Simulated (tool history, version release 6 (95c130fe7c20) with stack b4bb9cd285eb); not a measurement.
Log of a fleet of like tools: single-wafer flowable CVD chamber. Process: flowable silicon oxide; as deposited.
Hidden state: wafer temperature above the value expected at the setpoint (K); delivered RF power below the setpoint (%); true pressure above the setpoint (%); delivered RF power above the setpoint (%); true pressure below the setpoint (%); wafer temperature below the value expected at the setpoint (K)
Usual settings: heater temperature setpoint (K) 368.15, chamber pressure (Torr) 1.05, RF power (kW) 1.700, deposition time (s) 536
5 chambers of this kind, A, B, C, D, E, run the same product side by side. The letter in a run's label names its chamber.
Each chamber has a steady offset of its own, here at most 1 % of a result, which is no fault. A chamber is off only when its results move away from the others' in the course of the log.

run   hour  heater temperature setpoint (K)  chamber pressure (Torr)  RF power (kW)  deposition time (s)  hours since the last thermocouple change  hours since the last RF generator calibration  hours since the last manometer calibration  read-back reference wafer on the same gauge, thickness_nm  mean film thickness on the monitor wafer (nm)
 1B   12.6                           368.15                     1.05          1.700                  536                                     624.2                                          756.4                                       843.3                                                     422.13                                         512.29
 2D   23.4                           368.15                     1.05          1.700                  536                                    1701.8                                         1185.8                                      1659.0                                                     422.12                                         517.15
      28.7  -- chamber E: capacitance manometer re-zeroed and calibrated
 3C   36.9                           368.15                     1.05          1.700                  536                                     989.8                                         2244.5                                      1331.9                                                     422.11                                         520.30
 4E   44.6                           368.15                     1.05          1.700                  536                                    1535.8                                          539.7                                        15.9                                                     422.18                                         520.60
      45.1  -- chamber E: thermocouple changed; heater temperature recalibrated
      46.4  -- chamber A: RF generator calibrated
 5A   57.5                           368.15                     1.05          1.700                  536                                     452.4                                           11.1                                      1406.0                                                     422.19                                         517.71
 6C   64.8                           368.15                     0.92          1.700                  536                                    1017.7                                         2272.4                                      1359.8                                                     422.29                                         441.21
 7A   72.6                           368.15                     0.92          1.700                  536                                     467.5                                           26.2                                      1421.1                                                     422.41                                         442.21
 8D   86.2                           368.15                     0.92          1.700                  536                                    1764.6                                         1248.6                                      1721.8                                                     422.36                                         441.33
 9B   95.2                           368.15                     0.92          1.700                  536                                     706.8                                          839.0                                       925.9                                                     422.44                                         436.78
10E  109.3                           368.15                     0.92          1.700                  536                                      64.3                                          604.4                                        80.6                                                     422.60                                         442.97
11C  115.6                           368.15                     1.05          1.700                  536                                    1068.5                                         2323.2                                      1410.6                                                     422.55                                         519.83
12E  130.3                           368.15                     1.05          1.700                  536                                      85.3                                          625.4                                       101.6                                                     422.70                                         519.98
     132.4  -- chamber C: thermocouple changed; heater temperature recalibrated
13D  144.3                           368.15                     1.05          1.700                  536                                    1822.7                                         1306.7                                      1779.9                                                     422.76                                         518.23
14B  152.9                           368.15                     1.05          1.700                  594                                     764.5                                          896.7                                       983.6                                                     422.68                                         569.67
15A  166.8                           368.15                     1.05          1.700                  594                                     561.7                                          120.4                                      1515.3                                                     422.78                                         575.56
16A  175.4                           368.15                     1.05          1.700                  594                                     570.3                                          129.0                                      1523.9                                                     422.94                                         575.09
17B  186.1                           368.15                     1.05          1.700                  594                                     797.7                                          929.9                                      1016.8                                                     423.03                                         569.58
18D  193.5                           368.15                     1.05          1.700                  594                                    1871.9                                         1355.9                                      1829.1                                                     422.90                                         574.92
19C  208.0                           368.15                     1.05          1.700                  536                                      75.6                                         2415.6                                      1503.0                                                     422.87                                         520.63
     218.3  -- chamber D: capacitance manometer re-zeroed and calibrated
20E  220.7                           368.15                     1.05          1.700                  536                                     175.7                                          715.8                                       192.0                                                     423.00                                         520.27
21B  229.5                           368.15                     1.05          1.700                  536                                     841.1                                          973.3                                      1060.2                                                     422.98                                         514.45
22E  243.8                           368.15                     1.05          1.595                  641                                     198.8                                          738.9                                       215.1                                                     423.12                                         611.47
     251.2  -- chamber B: RF generator calibrated
23A  252.1                           368.15                     1.05          1.595                  641                                     647.0                                          205.7                                      1600.6                                                     423.13                                         611.22
24C  264.8                           368.15                     1.05          1.595                  641                                     132.4                                         2472.4                                      1559.8                                                     423.38                                         611.99
25D  272.8                           368.15                     1.05          1.595                  641                                    1951.2                                         1435.2                                        54.6                                                     423.27                                         609.86
26A  280.1                           368.15                     1.05          1.595                  641                                     675.0                                          233.7                                      1628.6                                                     423.40                                         610.88
27C  293.6                           368.15                     1.05          1.700                  536                                     161.2                                         2501.2                                      1588.6                                                     423.42                                         521.11
28D  305.6                           368.15                     1.05          1.700                  536                                    1984.0                                         1468.0                                        87.4                                                     423.45                                         518.75
29E  319.1                           368.15                     1.05          1.700                  536                                     274.1                                          814.2                                       290.4                                                     423.59                                         521.21
30B  325.4                           368.15                     1.05          1.700                  536                                     937.0                                           74.3                                      1156.1                                                     423.64                                         515.22
31E  332.4                           368.15                     1.05          1.700                  536                                     287.4                                          827.5                                       303.7                                                     423.54                                         521.43
32A  342.3                           368.15                     1.05          1.700                  536                                     737.2                                          295.9                                      1690.8                                                     423.71                                         520.10
33D  351.0                           368.15                     1.05          1.700                  536                                    2029.4                                         1513.4                                       132.8                                                     423.78                                         519.56
34B  361.8                           368.15                     1.05          1.700                  536                                     973.4                                          110.7                                      1192.5                                                     423.78                                         515.85
35C  368.5                           368.15                     1.05          1.700                  536                                     236.1                                         2576.1                                      1663.5                                                     423.89                                         522.59
36B  380.8                           375.15                     1.05          1.700                  573                                     992.4                                          129.7                                      1211.5                                                     423.80                                         437.96
     386.4  -- chamber C: RF generator calibrated
37C  393.9                           375.15                     1.05          1.700                  573                                     261.5                                            7.6                                      1688.9                                                     423.99                                         442.68
38D  406.9                           375.15                     1.05          1.700                  573                                    2085.3                                         1569.3                                       188.7                                                     424.00                                         441.27
39A  416.5                           375.15                     1.05          1.700                  573                                     811.4                                          370.1                                      1765.0                                                     423.99                                         441.46
40E  430.3                           375.15                     1.05          1.700                  573                                     385.3                                          925.4                                       401.6                                                     424.06                                         443.34

All 5 chambers run these settings next. Forecast each chamber's results:
41A  440.7                           368.15                     1.05          1.945                  536                                                                                                                                                                                                                                              ?
41B  440.7                           368.15                     1.05          1.945                  536                                                                                                                                                                                                                                              ?
41C  440.7                           368.15                     1.05          1.945                  536                                                                                                                                                                                                                                              ?
41D  440.7                           368.15                     1.05          1.945                  536                                                                                                                                                                                                                                              ?
41E  440.7                           368.15                     1.05          1.945                  536                                                                                                                                                                                                                                              ?

run  mean film thickness on the monitor wafer (nm)
41A                                         537.87
41B                                         534.01
41C                                         541.00
41D                                         537.15
41E                                         538.10
